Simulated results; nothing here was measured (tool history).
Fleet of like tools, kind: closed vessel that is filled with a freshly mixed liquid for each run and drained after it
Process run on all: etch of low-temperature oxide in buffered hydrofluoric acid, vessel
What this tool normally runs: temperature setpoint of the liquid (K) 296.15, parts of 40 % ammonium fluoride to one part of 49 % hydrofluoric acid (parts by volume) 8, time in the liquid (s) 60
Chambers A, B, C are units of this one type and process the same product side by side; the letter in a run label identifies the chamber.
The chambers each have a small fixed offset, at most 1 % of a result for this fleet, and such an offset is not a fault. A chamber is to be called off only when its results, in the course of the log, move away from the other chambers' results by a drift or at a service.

run	day	temperature setpoint of the liquid (K)	parts of 40 % ammonium fluoride to one part of 49 % hydrofluoric acid (parts by volume)	time in the liquid (s)	read-back film thickness of the low-temperature oxide reference wafer, read on the same gauge (nm)	thickness taken off the low-temperature oxide on a monitor wafer (nm)
1B	0.271	296.15	8	60	69.981	449.13
2A	0.496	296.15	8	60	69.963	441.02
3C	0.854	296.15	8	60	69.993	434.54
4B	1.092	296.15	8	60	69.95	446.19
5A	1.254	296.15	8	60	69.974	434.3
6C	1.442	296.15	8	60	70.024	437.81
7A	1.788	296.15	8	60	69.946	436.68
8B	1.979	296.15	8	60	70.038	445.73
9C	2.15	296.15	8	60	70.003	442.02
10C	2.404	296.15	8	60	69.958	445.09
11A	2.675	293.15	8	80	69.962	484.52
12B	3.046	293.15	8	80	69.977	506.55
13A	3.288	293.15	8	80	70.033	471.43
14B	3.55	296.15	8	60	69.922	451.51
15C	3.717	296.15	8	60	69.941	438.55
16A	3.892	296.15	8	60	70.046	420.48
17C	4.154	296.15	8	60	69.986	440.52
18B	4.5	296.15	8	60	70.006	451.87
19A	4.854	296.15	8	60	70.061	412.37
20C	5.092	296.15	8	60	69.956	436.82

One chamber off, gauge drift, or nothing amiss beyond the chambers' own small offsets? If it is a chamber, which one, and what is the likeliest cause?

Little by little, chamber A moves away from the other chambers.
Likeliest cause: liquid colder than its thermometer reads (K) = 1.62.
It could be hard to tell apart here from: hydrofluoric acid flow below the setpoint (%).

Here are 4 candidates for chamber A's next run, each the usual settings with a change, their results left as question marks. Which one brings its results back in line with what the others give on the usual settings?
Allowed miss from the other chambers' usual-settings mean, per result, to count as in line: thickness taken off the low-temperature oxide on a monitor wafer (nm) 12
21A-1	5.358	296.65	8	70		?
21A-2	5.358	296.15	8	55		?
21A-3	5.358	297.65	8	60		?
21A-4	5.358	296.15	10	60		?

What the other chambers average on the usual settings: thickness taken off the low-temperature oxide on a monitor wafer (nm) 443.25
run	thickness taken off the low-temperature oxide on a monitor wafer (nm)
21A-1	485.98
21A-2	371.42
21A-3	439.65
21A-4	334.19
21A-3 puts the chamber back in line with the other chambers.
